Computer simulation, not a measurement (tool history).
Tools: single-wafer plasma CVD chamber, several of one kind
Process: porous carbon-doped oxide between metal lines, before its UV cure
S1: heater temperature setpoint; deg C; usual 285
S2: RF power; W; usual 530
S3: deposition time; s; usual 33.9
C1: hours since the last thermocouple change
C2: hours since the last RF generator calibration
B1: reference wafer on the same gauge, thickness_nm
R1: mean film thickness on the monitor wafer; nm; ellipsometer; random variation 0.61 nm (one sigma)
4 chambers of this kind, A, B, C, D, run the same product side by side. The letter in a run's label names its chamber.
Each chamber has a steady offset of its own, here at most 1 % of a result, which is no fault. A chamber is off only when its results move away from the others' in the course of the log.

| run | day | S1 | S2 | S3 | C1 | C2 | B1 | R1 |
|---|---|---|---|---|---|---|---|---|
|  | 0.008 | chamber C: RF generator calibrated |
| 1D | 0.179 | 285 | 530 | 33.9 | 1224.6 | 1086.9 | 248.03 | 207.38 |
| 2A | 0.458 | 285 | 530 | 33.9 | 159.8 | 1646.6 | 247.98 | 209.15 |
| 3B | 0.633 | 285 | 530 | 33.9 | 697.3 | 367.6 | 247.96 | 207.71 |
| 4C | 0.879 | 285 | 530 | 33.9 | 314.4 | 20.9 | 248.00 | 208.96 |
| 5D | 1.196 | 285 | 530 | 33.9 | 1249.0 | 1111.3 | 247.97 | 208.94 |
| 6A | 1.383 | 285 | 530 | 33.9 | 182.0 | 1668.8 | 248.07 | 208.06 |
| 7C | 1.642 | 285 | 530 | 33.9 | 332.7 | 39.2 | 247.93 | 208.91 |
| 8B | 1.862 | 285 | 530 | 33.9 | 726.8 | 397.1 | 248.19 | 207.54 |
| 9B | 2.138 | 285 | 530 | 33.9 | 733.4 | 403.7 | 247.99 | 206.54 |
| 10A | 2.300 | 291 | 530 | 31.3 | 204.0 | 1690.8 | 248.12 | 186.22 |
| 11D | 2.596 | 291 | 530 | 31.3 | 1282.6 | 1144.9 | 248.05 | 185.77 |
| 12C | 2.883 | 291 | 530 | 31.3 | 362.5 | 69.0 | 247.84 | 186.63 |
| 13A | 3.058 | 291 | 530 | 31.3 | 222.2 | 1709.0 | 247.97 | 186.67 |
| 14B | 3.212 | 285 | 530 | 33.9 | 759.2 | 429.5 | 248.01 | 204.87 |
| 15D | 3.362 | 285 | 530 | 33.9 | 1301.0 | 1163.3 | 248.06 | 208.80 |
| 16C | 3.592 | 285 | 530 | 33.9 | 379.5 | 86.0 | 248.05 | 208.95 |
| 17C | 3.792 | 285 | 530 | 33.9 | 384.3 | 90.8 | 248.01 | 209.59 |
| 18A | 3.988 | 285 | 530 | 33.9 | 244.5 | 1731.3 | 248.15 | 208.95 |
| 19B | 4.258 | 285 | 530 | 33.9 | 784.3 | 454.6 | 247.97 | 204.80 |
| 20D | 4.408 | 285 | 530 | 33.9 | 1326.1 | 1188.4 | 248.11 | 208.08 |
| 21D | 4.600 | 285 | 530 | 33.9 | 1330.7 | 1193.0 | 248.02 | 207.79 |
| 22C | 4.762 | 285 | 530 | 33.9 | 407.6 | 114.1 | 248.01 | 208.99 |
| 23A | 5.000 | 285 | 475 | 33.9 | 268.8 | 1755.6 | 247.92 | 194.30 |
| 24B | 5.312 | 285 | 475 | 33.9 | 809.6 | 479.9 | 248.00 | 186.33 |
| 25B | 5.600 | 285 | 475 | 33.9 | 816.5 | 486.8 | 247.98 | 186.50 |

What goes on in this fleet: one chamber off, a drifting gauge, or nothing beyond the chambers' own small offsets? Name the chamber and the cause, if any.

Chamber B drifts away from the others.
Cause: delivered RF power below the setpoint (%) = 5.41.
The log may not tell that from: wafer temperature above the value expected at the setpoint (K).

Here are 4 candidates for chamber B's next run, each the usual settings with a change, their results left as question marks. Which one brings its results back in line with what the others give on the usual settings?
In line means no further than this from the other chambers' mean on the usual settings: R1 2.10 nm
| 26B-1 | 5.838 | 284 | 530 | 35.0 |  |  |  | ? |
| 26B-2 | 5.838 | 285 | 545 | 33.9 |  |  |  | ? |
| 26B-3 | 5.838 | 286 | 520 | 33.2 |  |  |  | ? |
| 26B-4 | 5.838 | 285 | 525 | 33.5 |  |  |  | ? |

The other chambers' mean on the usual settings: R1 208.73 nm
| run | R1 |
|---|---|
| 26B-1 | 208.54 |
| 26B-2 | 204.73 |
| 26B-3 | 193.13 |
| 26B-4 | 197.32 |
26B-1 brings the chamber back in line.
